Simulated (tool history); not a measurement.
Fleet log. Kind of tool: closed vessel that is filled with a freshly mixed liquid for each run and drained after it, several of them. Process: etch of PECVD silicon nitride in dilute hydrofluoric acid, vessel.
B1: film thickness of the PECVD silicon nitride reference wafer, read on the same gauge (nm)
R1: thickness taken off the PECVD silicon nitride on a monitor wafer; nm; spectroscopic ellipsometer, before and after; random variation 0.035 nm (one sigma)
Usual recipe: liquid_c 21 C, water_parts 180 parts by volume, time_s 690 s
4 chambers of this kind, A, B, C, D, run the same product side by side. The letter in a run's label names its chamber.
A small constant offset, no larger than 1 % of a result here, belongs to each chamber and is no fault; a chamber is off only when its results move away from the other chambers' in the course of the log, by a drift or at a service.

{"run": "1C", "day": 0.4, "liquid_c": 21, "water_parts": 180, "time_s": 690, "B1": 79.968, "R1": 5.4425}
{"run": "2B", "day": 0.696, "liquid_c": 21, "water_parts": 180, "time_s": 690, "B1": 79.992, "R1": 5.5263}
{"run": "3A", "day": 0.958, "liquid_c": 21, "water_parts": 180, "time_s": 690, "B1": 80.048, "R1": 5.3816}
{"run": "4D", "day": 1.204, "liquid_c": 21, "water_parts": 180, "time_s": 690, "B1": 79.988, "R1": 5.4716}
{"run": "5D", "day": 1.412, "liquid_c": 21, "water_parts": 180, "time_s": 690, "B1": 79.971, "R1": 5.5357}
{"run": "6B", "day": 1.792, "liquid_c": 21, "water_parts": 230, "time_s": 690, "B1": 80.007, "R1": 4.297}
{"run": "7A", "day": 2.029, "liquid_c": 21, "water_parts": 230, "time_s": 690, "B1": 80.05, "R1": 4.2563}
{"run": "8C", "day": 2.325, "liquid_c": 21, "water_parts": 230, "time_s": 690, "B1": 79.979, "R1": 4.2985}
{"run": "9B", "day": 2.642, "liquid_c": 21, "water_parts": 230, "time_s": 690, "B1": 79.968, "R1": 4.3067}
{"run": "10D", "day": 3.033, "liquid_c": 21, "water_parts": 180, "time_s": 690, "B1": 80.021, "R1": 5.4957}
{"run": "11C", "day": 3.283, "liquid_c": 21, "water_parts": 180, "time_s": 690, "B1": 80.03, "R1": 5.3527}
{"run": "12A", "day": 3.558, "liquid_c": 21, "water_parts": 180, "time_s": 690, "B1": 80.01, "R1": 5.4596}
{"run": "13D", "day": 3.883, "liquid_c": 21, "water_parts": 180, "time_s": 690, "B1": 80.008, "R1": 5.4972}
{"run": "14A", "day": 4.179, "liquid_c": 21, "water_parts": 180, "time_s": 690, "B1": 79.989, "R1": 5.3809}
{"run": "15B", "day": 4.379, "liquid_c": 21, "water_parts": 180, "time_s": 690, "B1": 79.991, "R1": 5.4274}
{"run": "16C", "day": 4.571, "liquid_c": 21, "water_parts": 180, "time_s": 690, "B1": 79.975, "R1": 5.3319}
{"run": "17B", "day": 4.946, "liquid_c": 21, "water_parts": 180, "time_s": 690, "B1": 80.024, "R1": 5.4077}
{"run": "18C", "day": 5.188, "liquid_c": 21, "water_parts": 180, "time_s": 690, "B1": 80.011, "R1": 5.3477}
{"run": "19A", "day": 5.588, "liquid_c": 21, "water_parts": 180, "time_s": 690, "B1": 79.971, "R1": 5.4471}
{"run": "20D", "day": 5.833, "liquid_c": 21, "water_parts": 180, "time_s": 690, "B1": 80.008, "R1": 5.4776}
{"run": "21C", "day": 6.129, "liquid_c": 21, "water_parts": 180, "time_s": 690, "B1": 79.99, "R1": 5.3456}
{"day": 6.179, "done": "chamber C: hydrofluoric acid flow meter replaced"}
{"run": "22A", "day": 6.367, "liquid_c": 21, "water_parts": 180, "time_s": 690, "B1": 80.05, "R1": 5.4304}
{"run": "23D", "day": 6.733, "liquid_c": 21, "water_parts": 180, "time_s": 690, "B1": 79.99, "R1": 5.4822}
{"run": "24B", "day": 7.017, "liquid_c": 21, "water_parts": 150, "time_s": 690, "B1": 79.992, "R1": 6.4858}
{"run": "25C", "day": 7.267, "liquid_c": 21, "water_parts": 150, "time_s": 690, "B1": 80.012, "R1": 6.2944}
{"run": "26D", "day": 7.5, "liquid_c": 21, "water_parts": 150, "time_s": 690, "B1": 79.989, "R1": 6.5947}
{"run": "27B", "day": 7.804, "liquid_c": 21, "water_parts": 150, "time_s": 690, "B1": 79.972, "R1": 6.5037}
{"run": "28A", "day": 8.108, "liquid_c": 21, "water_parts": 180, "time_s": 690, "B1": 79.997, "R1": 5.3917}
{"run": "29A", "day": 8.442, "liquid_c": 21, "water_parts": 180, "time_s": 690, "B1": 79.928, "R1": 5.3893}
{"run": "30D", "day": 8.829, "liquid_c": 21, "water_parts": 180, "time_s": 690, "B1": 79.977, "R1": 5.5383}
{"run": "31C", "day": 9.1, "liquid_c": 21, "water_parts": 180, "time_s": 690, "B1": 80.015, "R1": 5.3129}
{"run": "32B", "day": 9.458, "liquid_c": 21, "water_parts": 180, "time_s": 690, "B1": 79.996, "R1": 5.4787}
{"run": "33C", "day": 9.725, "liquid_c": 21, "water_parts": 180, "time_s": 690, "B1": 79.943, "R1": 5.3119}
{"run": "34A", "day": 9.962, "liquid_c": 21, "water_parts": 180, "time_s": 690, "B1": 80.009, "R1": 5.4028}
{"run": "35D", "day": 10.179, "liquid_c": 21, "water_parts": 180, "time_s": 690, "B1": 80.026, "R1": 5.5957}
{"run": "36B", "day": 10.504, "liquid_c": 21, "water_parts": 180, "time_s": 690, "B1": 80.026, "R1": 5.44}
{"run": "37D", "day": 10.8, "liquid_c": 21, "water_parts": 180, "time_s": 690, "B1": 79.977, "R1": 5.4243}
{"run": "38A", "day": 11.179, "liquid_c": 21, "water_parts": 180, "time_s": 690, "B1": 80.019, "R1": 5.4122}
{"run": "39B", "day": 11.583, "liquid_c": 21, "water_parts": 180, "time_s": 690, "B1": 80.053, "R1": 5.4547}
{"run": "40C", "day": 11.792, "liquid_c": 21, "water_parts": 180, "time_s": 290, "B1": 79.96, "R1": 2.2005}

Has any chamber moved away from the others, gradually or after a service, or does the common gauge drift, or do the chambers differ only by their own small steady offsets? State the chamber and the most likely cause if one applies.

It is chamber C that slowly wanders off from its peers.
Likeliest cause: liquid colder than its thermometer reads (K) = 0.581.

Below are 4 candidate recipes for chamber C's next run, each the usual settings with a change, their results shown as question marks. Which of them brings C's results back in line with what the other chambers give on the usual settings?
Maximum distance from the other chambers' mean on the usual settings for a result to count as in line: R1 0.1200 nm
{"run": "41C-1", "day": 12.083, "liquid_c": 21, "water_parts": 185, "time_s": 675, "R1": "?"}
{"run": "41C-2", "day": 12.083, "liquid_c": 21, "water_parts": 180, "time_s": 720, "R1": "?"}
{"run": "41C-3", "day": 12.083, "liquid_c": 21, "water_parts": 165, "time_s": 690, "R1": "?"}
{"run": "41C-4", "day": 12.083, "liquid_c": 21, "water_parts": 180, "time_s": 635, "R1": "?"}

What the other chambers average on the usual settings: R1 5.4500 nm
run=41C-1 R1=4.9542
run=41C-2 R1=5.4266
run=41C-3 R1=5.6574
run=41C-4 R1=4.7860
41C-2 brings the chamber back in line.

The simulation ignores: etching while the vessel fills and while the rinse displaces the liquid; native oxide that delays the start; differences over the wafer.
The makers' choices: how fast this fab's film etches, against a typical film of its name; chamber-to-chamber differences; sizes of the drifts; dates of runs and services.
